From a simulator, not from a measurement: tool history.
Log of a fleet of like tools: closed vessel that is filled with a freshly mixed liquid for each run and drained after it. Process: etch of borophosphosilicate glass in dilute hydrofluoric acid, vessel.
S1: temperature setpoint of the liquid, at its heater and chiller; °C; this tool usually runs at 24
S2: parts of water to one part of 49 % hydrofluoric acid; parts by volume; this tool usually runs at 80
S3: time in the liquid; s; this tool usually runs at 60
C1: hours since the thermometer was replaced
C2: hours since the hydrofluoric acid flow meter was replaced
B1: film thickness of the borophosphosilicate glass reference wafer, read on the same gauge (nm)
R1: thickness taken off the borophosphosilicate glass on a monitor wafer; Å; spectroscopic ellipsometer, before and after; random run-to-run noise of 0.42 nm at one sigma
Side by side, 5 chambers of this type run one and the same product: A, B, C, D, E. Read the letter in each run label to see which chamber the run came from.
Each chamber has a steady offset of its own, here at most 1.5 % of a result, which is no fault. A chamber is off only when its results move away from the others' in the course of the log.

Run 1B, hour 3.9: usual settings; C1 1211.1; C2 478.7; B1 149.98. Result: R1 522.39 Å.
Run 2C, hour 8.2: usual settings; C1 1507.2; C2 213.2; B1 150.00. Result: R1 520.10 Å.
Run 3D, hour 12.3: usual settings; C1 734.0; C2 968.2; B1 150.02. Result: R1 518.51 Å.
Run 4E, hour 15.9: usual settings; C1 288.2; C2 2433.6; B1 149.99. Result: R1 505.22 Å.
Run 5A, hour 19.7: usual settings; C1 450.5; C2 58.3; B1 150.01. Result: R1 519.82 Å.
Run 6D, hour 22.9: usual settings; C1 744.6; C2 978.8; B1 150.00. Result: R1 520.57 Å.
Run 7E, hour 29.1: usual settings but S2 50 parts by volume; C1 301.4; C2 2446.8; B1 149.98. Result: R1 843.94 Å.
Run 8A, hour 32.1: usual settings but S2 50 parts by volume; C1 462.9; C2 70.7; B1 150.04. Result: R1 871.75 Å.
Run 9C, hour 37.3: usual settings but S2 50 parts by volume; C1 1536.3; C2 242.3; B1 150.01. Result: R1 858.65 Å.
Run 10B, hour 43.8: usual settings but S2 50 parts by volume; C1 1251.0; C2 518.6; B1 150.01. Result: R1 850.92 Å.
Run 11A, hour 50.1: usual settings but S2 50 parts by volume; C1 480.9; C2 88.7; B1 149.98. Result: R1 858.13 Å.
Run 12C, hour 53.1: usual settings; C1 1552.1; C2 258.1; B1 149.98. Result: R1 519.29 Å.
Run 13B, hour 57.5: usual settings; C1 1264.7; C2 532.3; B1 150.00. Result: R1 513.45 Å.
Run 14D, hour 61.4: usual settings; C1 783.1; C2 1017.3; B1 149.98. Result: R1 526.67 Å.
Run 15E, hour 65.2: usual settings; C1 337.5; C2 2482.9; B1 150.02. Result: R1 504.62 Å.
Run 16D, hour 69.0: usual settings; C1 790.7; C2 1024.9; B1 149.94. Result: R1 519.51 Å.
Run 17E, hour 72.6: usual settings but S2 55 parts by volume; C1 344.9; C2 2490.3; B1 150.01. Result: R1 763.35 Å.
Run 18A, hour 76.4: usual settings but S2 55 parts by volume; C1 507.2; C2 115.0; B1 150.01. Result: R1 809.48 Å.
Run 19B, hour 80.0: usual settings but S2 55 parts by volume; C1 1287.2; C2 554.8; B1 150.00. Result: R1 781.14 Å.
Run 20C, hour 85.1: usual settings but S2 55 parts by volume; C1 1584.1; C2 290.1; B1 150.02. Result: R1 782.70 Å.
Run 21A, hour 89.1: usual settings but S2 55 parts by volume; C1 519.9; C2 127.7; B1 150.06. Result: R1 807.76 Å.
Run 22B, hour 93.2: usual settings; C1 1300.4; C2 568.0; B1 149.98. Result: R1 512.15 Å.
Run 23C, hour 99.4: usual settings; C1 1598.4; C2 304.4; B1 150.00. Result: R1 524.83 Å.
Run 24E, hour 102.5: usual settings; C1 374.8; C2 2520.2; B1 150.00. Result: R1 507.99 Å.
Run 25D, hour 106.4: usual settings; C1 828.1; C2 1062.3; B1 150.06. Result: R1 525.51 Å.
Run 26E, hour 112.5: usual settings; C1 384.8; C2 2530.2; B1 149.96. Result: R1 508.70 Å.
Run 27C, hour 118.8: usual settings; C1 1617.8; C2 323.8; B1 150.00. Result: R1 521.56 Å.
Run 28D, hour 121.9: usual settings; C1 843.6; C2 1077.8; B1 150.01. Result: R1 516.22 Å.
Run 29B, hour 126.9: usual settings; C1 1334.1; C2 601.7; B1 150.00. Result: R1 512.60 Å.
Run 30A, hour 131.0: usual settings; C1 561.8; C2 169.6; B1 149.98. Result: R1 560.11 Å.
Run 31B, hour 134.0: usual settings; C1 1341.2; C2 608.8; B1 150.01. Result: R1 515.28 Å.

Does one chamber stand apart from the rest, does the shared gauge drift, or is all well apart from small per-chamber offsets? Give the chamber and the most likely cause, where there is one.

It is chamber A that slowly wanders off from its peers.
What lies behind it: liquid hotter than its thermometer reads (K) = 2.34.
The log might look much the same if the cause were instead: hydrofluoric acid flow above the setpoint (%).

Chamber A could run next with any of the 4 candidate recipes listed below; each alters the usual settings, and their results appear as question marks. Which one brings its results back in line with what the other chambers deliver on the usual settings?
Maximum distance from the other chambers' mean on the usual settings for a result to count as in line: R1 15.00 Å
Run 32A-1, hour 138.7: usual settings but S1 26.5 °C. Result: R1 ?.
Run 32A-2, hour 138.7: usual settings but S1 23.5 °C, S2 85 parts by volume. Result: R1 ?.
Run 32A-3, hour 138.7: usual settings but S1 28.5 °C. Result: R1 ?.
Run 32A-4, hour 138.7: usual settings but S3 50 s. Result: R1 ?.

Usual-settings mean across the other chambers: R1 515.12 Å
  run      R1
32A-1  624.47
32A-2  519.18
32A-3  674.57
32A-4  471.53
It is 32A-2 that realigns the chamber with its peers.
